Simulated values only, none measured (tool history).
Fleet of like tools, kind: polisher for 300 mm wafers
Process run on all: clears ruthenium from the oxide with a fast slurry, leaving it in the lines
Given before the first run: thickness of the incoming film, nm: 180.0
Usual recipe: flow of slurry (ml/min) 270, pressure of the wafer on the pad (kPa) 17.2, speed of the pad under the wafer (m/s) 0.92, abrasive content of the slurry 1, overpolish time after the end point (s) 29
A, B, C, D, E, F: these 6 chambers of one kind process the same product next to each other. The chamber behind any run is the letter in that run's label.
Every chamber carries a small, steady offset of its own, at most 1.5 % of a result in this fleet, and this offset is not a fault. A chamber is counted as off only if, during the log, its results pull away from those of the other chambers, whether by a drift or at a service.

run	hour	flow of slurry (ml/min)	pressure of the wafer on the pad (kPa)	speed of the pad under the wafer (m/s)	abrasive content of the slurry	overpolish time after the end point (s)	time until the end point was called (s)	dishing of a wide line in a test structure (angstrom)
1B	3.9	270	17.2	0.92	1	29	43.556	661
# hour 6.6: chamber E: worn pad replaced by a new one
2F	8.1	270	17.2	0.92	1	29	43.954	668.23
3D	10.9	270	17.2	0.92	1	29	44.296	652.76
4C	14.8	270	17.2	0.92	1	29	45.044	676.5
5A	17.7	270	17.2	0.92	1	29	44.025	649.7
6E	21.4	270	17.2	0.92	1	29	43.269	656.17
7B	25.3	270	17.2	0.92	1	29	44.223	644.85
8C	28.2	270	17.2	0.92	1	29	43.997	661.94
9A	32.7	270	17.2	0.92	1	29	43.873	632.95
10F	34.9	270	17.2	0.92	1	29	44.138	654.18
# hour 35.9: chamber B: slurry blender recalibrated
11D	39.4	270	17.2	0.92	1	29	43.406	640.57
12E	43.2	270	17.2	0.92	1	29	42.83	652.89
13B	46.7	270	17.2	0.92	1	29	43.199	648.8
# hour 49: chamber F: slurry blender recalibrated
14F	49.6	270	17.2	0.92	1	29	43.847	657.53
15C	52.2	270	17.2	0.92	1	29	44.195	656.85
16E	55.2	270	17.2	0.92	1	29	43.282	661.95
17A	57.6	270	17.2	0.92	1	29	44.259	645.21
18D	59.8	270	17.2	0.92	1	29	43.433	643.85
# hour 60.7: chamber B: head pressure recalibrated
# hour 61.8: chamber F: worn pad replaced by a new one
19F	63.7	270	17.2	0.92	1	29	42.681	645.98
20A	67.1	270	17.2	0.92	1	29	43.616	641.64
# hour 68.6: chamber B: worn pad replaced by a new one
21D	70.5	270	17.2	0.92	1	29	43.282	649.81
22B	73.2	270	17.2	0.92	1	29	42.747	645.37
23E	76.2	270	17.2	0.92	1	29	43.635	655.85
24C	79.1	270	17.2	0.92	1	29	44.695	648.98
25C	81.7	270	17.2	0.92	1	29	42.955	646.37
# hour 82: chamber C: worn pad replaced by a new one
26E	85.6	270	17.2	0.92	1	29	44.171	640.46
# hour 85.7: chamber D: worn pad replaced by a new one
# hour 86.3: chamber A: slurry blender recalibrated
27D	89.9	325	17.2	0.92	1.25	29	38.589	702.83
28F	93.3	325	17.2	0.92	1.25	29	39.45	703.47
# hour 95.4: chamber A: worn pad replaced by a new one
29A	95.7	325	17.2	0.92	1.25	29	38.561	702.64
30B	97.9	325	17.2	0.92	1.25	29	38.837	699.49
31D	100.9	325	17.2	0.92	1.25	29	38.414	704.38
32A	105	325	17.2	0.92	1.25	29	38.373	671.18
33F	109.1	270	17.2	0.92	1	29	45.04	652.27
34C	113.3	270	17.2	0.92	1	29	43.132	659.12
35E	116.5	270	17.2	0.92	1	29	43.046	669.66
36B	120.3	300	17.2	0.92	1	29	43.383	668.86
37C	122.9	300	17.2	0.92	1	29	43.477	673.24

What goes on in this fleet: one chamber off, a drifting gauge, or nothing beyond the chambers' own small offsets? Name the chamber and the cause, if any.

No chamber stands off beyond its own small offset, and the gauge holds steady.
